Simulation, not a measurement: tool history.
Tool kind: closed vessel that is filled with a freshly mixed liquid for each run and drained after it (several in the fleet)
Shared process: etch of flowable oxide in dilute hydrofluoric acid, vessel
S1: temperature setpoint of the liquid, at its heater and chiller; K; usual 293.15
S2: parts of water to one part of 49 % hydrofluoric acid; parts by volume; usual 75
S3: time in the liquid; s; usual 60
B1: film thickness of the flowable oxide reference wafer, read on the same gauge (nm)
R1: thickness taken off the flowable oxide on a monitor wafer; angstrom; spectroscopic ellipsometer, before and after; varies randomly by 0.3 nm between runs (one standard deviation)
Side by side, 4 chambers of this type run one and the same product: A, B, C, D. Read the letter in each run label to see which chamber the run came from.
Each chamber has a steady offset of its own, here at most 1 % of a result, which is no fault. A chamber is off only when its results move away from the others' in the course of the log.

run 1C hour=5.8 | S1=293.15 S2=75 S3=60 | B1=110.02 | R1=309.79
run 2B hour=11.1 | S1=293.15 S2=75 S3=60 | B1=110.01 | R1=311.69
run 3A hour=16.4 | S1=293.15 S2=75 S3=60 | B1=110.03 | R1=312.48
run 4D hour=22.7 | S1=293.15 S2=75 S3=60 | B1=109.98 | R1=314.81
run 5A hour=28.8 | S1=293.15 S2=75 S3=60 | B1=110.01 | R1=315.79
-- hour=33.9 chamber D: thermometer replaced
run 6B hour=35.5 | S1=293.15 S2=60 S3=60 | B1=110.02 | R1=398.91
run 7C hour=38.8 | S1=293.15 S2=60 S3=60 | B1=109.98 | R1=395.45
run 8D hour=44.0 | S1=293.15 S2=60 S3=60 | B1=110.01 | R1=400.53
run 9A hour=50.1 | S1=293.15 S2=60 S3=60 | B1=110.00 | R1=402.22
run 10D hour=55.6 | S1=293.15 S2=75 S3=60 | B1=110.00 | R1=312.72
run 11B hour=60.0 | S1=293.15 S2=75 S3=60 | B1=110.00 | R1=308.04
run 12C hour=66.4 | S1=293.15 S2=75 S3=60 | B1=109.99 | R1=314.33
run 13B hour=69.9 | S1=293.15 S2=75 S3=60 | B1=109.99 | R1=315.40
run 14A hour=76.5 | S1=293.15 S2=75 S3=60 | B1=109.99 | R1=318.57
run 15C hour=81.5 | S1=293.15 S2=55 S3=60 | B1=109.98 | R1=434.51
run 16D hour=85.4 | S1=293.15 S2=55 S3=60 | B1=110.00 | R1=436.92
run 17B hour=92.1 | S1=293.15 S2=55 S3=60 | B1=110.03 | R1=433.46
run 18D hour=96.8 | S1=293.15 S2=55 S3=60 | B1=109.99 | R1=441.19
run 19A hour=102.6 | S1=290.65 S2=75 S3=60 | B1=110.00 | R1=289.48
run 20C hour=107.4 | S1=290.65 S2=75 S3=60 | B1=110.01 | R1=279.99
run 21D hour=110.4 | S1=290.65 S2=75 S3=60 | B1=110.01 | R1=277.54
run 22C hour=114.4 | S1=290.65 S2=75 S3=60 | B1=110.00 | R1=282.95
run 23B hour=120.3 | S1=293.15 S2=75 S3=60 | B1=109.95 | R1=311.46
run 24A hour=123.3 | S1=291.15 S2=75 S3=40 | B1=110.00 | R1=200.25
run 25A hour=127.9 | S1=291.15 S2=75 S3=40 | B1=110.00 | R1=204.30
run 26C hour=133.4 | S1=291.15 S2=75 S3=40 | B1=109.99 | R1=189.03
-- hour=136.4 chamber D: hydrofluoric acid flow meter replaced
run 27B hour=139.3 | S1=291.15 S2=75 S3=40 | B1=110.01 | R1=192.45
run 28D hour=143.3 | S1=293.15 S2=75 S3=60 | B1=109.97 | R1=318.10
run 29B hour=148.6 | S1=293.15 S2=75 S3=60 | B1=110.02 | R1=306.21
run 30A hour=152.3 | S1=293.15 S2=75 S3=60 | B1=110.00 | R1=342.54
run 31D hour=158.0 | S1=293.15 S2=75 S3=60 | B1=110.01 | R1=308.09
run 32C hour=164.1 | S1=293.15 S2=75 S3=60 | B1=110.03 | R1=313.25
run 33B hour=168.7 | S1=293.15 S2=75 S3=60 | B1=110.00 | R1=310.46
run 34A hour=173.4 | S1=293.15 S2=75 S3=60 | B1=110.00 | R1=336.20
run 35D hour=179.6 | S1=293.15 S2=65 S3=75 | B1=109.97 | R1=461.62
run 36C hour=185.5 | S1=293.15 S2=65 S3=75 | B1=110.02 | R1=445.28
run 37C hour=189.9 | S1=293.15 S2=65 S3=75 | B1=110.04 | R1=451.02
run 38A hour=196.5 | S1=293.15 S2=65 S3=75 | B1=110.01 | R1=510.18
run 39B hour=203.0 | S1=293.15 S2=75 S3=60 | B1=109.97 | R1=312.70

Does one chamber stand apart from the rest, does the shared gauge drift, or is all well apart from small per-chamber offsets? Give the chamber and the most likely cause, where there is one.

It is chamber A that slowly wanders off from its peers.
Most likely cause: hydrofluoric acid flow above the setpoint (%) = 11.
The log might look much the same if the cause were instead: liquid hotter than its thermometer reads (K).

Here are 4 candidates for chamber A's next run, each the usual settings with a change, their results left as question marks. Which one brings its results back in line with what the others give on the usual settings?
To be in line, a result may differ from the other chambers' mean on the usual settings by at most: R1 11.00 angstrom
run 40A-1 hour=208.0 | S1=295.65 S2=75 S3=60 | R1=?
run 40A-2 hour=208.0 | S1=290.65 S2=75 S3=60 | R1=?
run 40A-3 hour=208.0 | S1=293.15 S2=90 S3=60 | R1=?
run 40A-4 hour=208.0 | S1=297.65 S2=75 S3=60 | R1=?

Other chambers, usual settings, mean: R1 312.78 angstrom
run=40A-1 R1=390.94
run=40A-2 R1=315.88
run=40A-3 R1=289.32
run=40A-4 R1=424.65
40A-2 puts the chamber back in line with the other chambers.
